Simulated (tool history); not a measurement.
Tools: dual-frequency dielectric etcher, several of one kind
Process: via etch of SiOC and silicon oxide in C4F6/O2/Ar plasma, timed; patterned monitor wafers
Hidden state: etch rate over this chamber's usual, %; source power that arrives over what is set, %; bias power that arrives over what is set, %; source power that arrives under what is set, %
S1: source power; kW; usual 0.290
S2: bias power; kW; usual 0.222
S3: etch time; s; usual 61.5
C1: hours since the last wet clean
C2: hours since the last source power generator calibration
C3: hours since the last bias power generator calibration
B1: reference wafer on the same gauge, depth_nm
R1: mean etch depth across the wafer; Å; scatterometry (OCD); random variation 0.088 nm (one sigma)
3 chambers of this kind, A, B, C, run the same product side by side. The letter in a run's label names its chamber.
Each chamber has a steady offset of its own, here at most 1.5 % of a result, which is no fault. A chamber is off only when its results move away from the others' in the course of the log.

| run | hour | S1 | S2 | S3 | C1 | C2 | C3 | B1 | R1 |
|---|---|---|---|---|---|---|---|---|---|
| 1A | 3.1 | 0.290 | 0.222 | 61.5 | 223.7 | 1251.4 | 2369.3 | 75.795 | 662.44 |
| 2B | 6.3 | 0.290 | 0.222 | 61.5 | 241.2 | 659.3 | 2111.4 | 75.778 | 655.93 |
| 3C | 11.9 | 0.290 | 0.222 | 61.5 | 255.8 | 1127.0 | 3375.3 | 75.767 | 652.10 |
| 4C | 17.5 | 0.290 | 0.222 | 61.5 | 261.4 | 1132.6 | 3380.9 | 75.773 | 652.26 |
| 5A | 22.9 | 0.290 | 0.222 | 61.5 | 243.5 | 1271.2 | 2389.1 | 75.739 | 662.17 |
| 6B | 28.3 | 0.290 | 0.222 | 61.5 | 263.2 | 681.3 | 2133.4 | 75.729 | 655.97 |
| 7A | 31.1 | 0.290 | 0.222 | 61.5 | 251.7 | 1279.4 | 2397.3 | 75.720 | 661.78 |
| 8B | 35.4 | 0.330 | 0.222 | 61.5 | 270.3 | 688.4 | 2140.5 | 75.724 | 688.85 |
| 9C | 39.6 | 0.330 | 0.222 | 61.5 | 283.5 | 1154.7 | 3403.0 | 75.712 | 684.02 |
| 10C | 42.6 | 0.330 | 0.222 | 61.5 | 286.5 | 1157.7 | 3406.0 | 75.715 | 684.51 |
| 11B | 46.5 | 0.290 | 0.222 | 61.5 | 281.4 | 699.5 | 2151.6 | 75.722 | 654.95 |
| 12A | 49.8 | 0.260 | 0.241 | 61.5 | 270.4 | 1298.1 | 2416.0 | 75.667 | 653.57 |
| 13A | 55.6 | 0.260 | 0.241 | 61.5 | 276.2 | 1303.9 | 2421.8 | 75.712 | 653.02 |
| 14C | 60.5 | 0.260 | 0.241 | 61.5 | 304.4 | 1175.6 | 3423.9 | 75.663 | 641.58 |
|  | 64.3 | chamber C: wet clean of the chamber |
| 15B | 64.7 | 0.290 | 0.222 | 61.5 | 299.6 | 717.7 | 2169.8 | 75.659 | 655.73 |
| 16A | 68.7 | 0.290 | 0.222 | 61.5 | 289.3 | 1317.0 | 2434.9 | 75.663 | 660.72 |
| 17C | 73.6 | 0.290 | 0.222 | 61.5 | 9.3 | 1188.7 | 3437.0 | 75.650 | 649.77 |
| 18B | 78.8 | 0.290 | 0.222 | 61.5 | 313.7 | 731.8 | 2183.9 | 75.649 | 654.57 |
| 19B | 82.9 | 0.290 | 0.222 | 61.5 | 317.8 | 735.9 | 2188.0 | 75.648 | 656.76 |
| 20C | 88.7 | 0.290 | 0.222 | 61.5 | 24.4 | 1203.8 | 3452.1 | 75.622 | 648.56 |
| 21A | 94.4 | 0.290 | 0.222 | 61.5 | 315.0 | 1342.7 | 2460.6 | 75.640 | 660.82 |
| 22A | 100.7 | 0.290 | 0.179 | 61.5 | 321.3 | 1349.0 | 2466.9 | 75.608 | 614.24 |
| 23C | 105.7 | 0.290 | 0.179 | 61.5 | 41.4 | 1220.8 | 3469.1 | 75.602 | 605.71 |
| 24B | 110.2 | 0.290 | 0.179 | 61.5 | 345.1 | 763.2 | 2215.3 | 75.603 | 607.07 |
| 25C | 116.3 | 0.230 | 0.222 | 61.5 | 52.0 | 1231.4 | 3479.7 | 75.571 | 594.88 |
| 26A | 120.9 | 0.230 | 0.222 | 61.5 | 341.5 | 1369.2 | 2487.1 | 75.576 | 606.25 |
| 27B | 124.2 | 0.230 | 0.222 | 61.5 | 359.1 | 777.2 | 2229.3 | 75.575 | 598.66 |
| 28C | 127.5 | 0.290 | 0.222 | 61.5 | 63.2 | 1242.6 | 3490.9 | 75.579 | 648.78 |
| 29B | 132.0 | 0.290 | 0.268 | 69.0 | 366.9 | 785.0 | 2237.1 | 75.556 | 784.77 |
| 30A | 138.0 | 0.290 | 0.268 | 69.0 | 358.6 | 1386.3 | 2504.2 | 75.517 | 790.00 |
| 31A | 143.6 | 0.290 | 0.268 | 69.0 | 364.2 | 1391.9 | 2509.8 | 75.485 | 789.05 |
| 32C | 148.1 | 0.290 | 0.222 | 61.5 | 83.8 | 1263.2 | 3511.5 | 75.513 | 647.98 |
| 33B | 152.0 | 0.290 | 0.222 | 61.5 | 386.9 | 805.0 | 2257.1 | 75.510 | 653.92 |
| 34C | 158.0 | 0.290 | 0.222 | 61.5 | 93.7 | 1273.1 | 3521.4 | 75.496 | 647.27 |
| 35B | 163.6 | 0.290 | 0.222 | 61.5 | 398.5 | 816.6 | 2268.7 | 75.467 | 654.47 |
| 36A | 168.5 | 0.290 | 0.222 | 61.5 | 389.1 | 1416.8 | 2534.7 | 75.471 | 660.27 |
| 37B | 173.9 | 0.290 | 0.222 | 61.5 | 408.8 | 826.9 | 2279.0 | 75.456 | 653.94 |
| 38A | 177.0 | 0.290 | 0.222 | 61.5 | 397.6 | 1425.3 | 2543.2 | 75.458 | 660.03 |
| 39C | 182.6 | 0.290 | 0.222 | 61.5 | 118.3 | 1297.7 | 3546.0 | 75.451 | 648.70 |
| 40A | 187.7 | 0.290 | 0.222 | 61.5 | 408.3 | 1436.0 | 2553.9 | 75.430 | 659.65 |
| 41B | 191.3 | 0.290 | 0.222 | 61.5 | 426.2 | 844.3 | 2296.4 | 75.447 | 653.40 |
| 42C | 197.0 | 0.230 | 0.222 | 54.0 | 132.7 | 1312.1 | 3560.4 | 75.407 | 521.10 |
| 43B | 203.1 | 0.230 | 0.222 | 54.0 | 438.0 | 856.1 | 2308.2 | 75.401 | 524.21 |
| 44A | 208.4 | 0.230 | 0.222 | 54.0 | 429.0 | 1456.7 | 2574.6 | 75.390 | 529.72 |

Next, every chamber runs the same settings. What will each give?
| 45A | 213.0 | 0.290 | 0.222 | 73.0 |  |  |  |  | ? |
| 45B | 213.0 | 0.290 | 0.222 | 73.0 |  |  |  |  | ? |
| 45C | 213.0 | 0.290 | 0.222 | 73.0 |  |  |  |  | ? |

| run | R1 |
|---|---|
| 45A | 783.05 |
| 45B | 775.49 |
| 45C | 769.87 |

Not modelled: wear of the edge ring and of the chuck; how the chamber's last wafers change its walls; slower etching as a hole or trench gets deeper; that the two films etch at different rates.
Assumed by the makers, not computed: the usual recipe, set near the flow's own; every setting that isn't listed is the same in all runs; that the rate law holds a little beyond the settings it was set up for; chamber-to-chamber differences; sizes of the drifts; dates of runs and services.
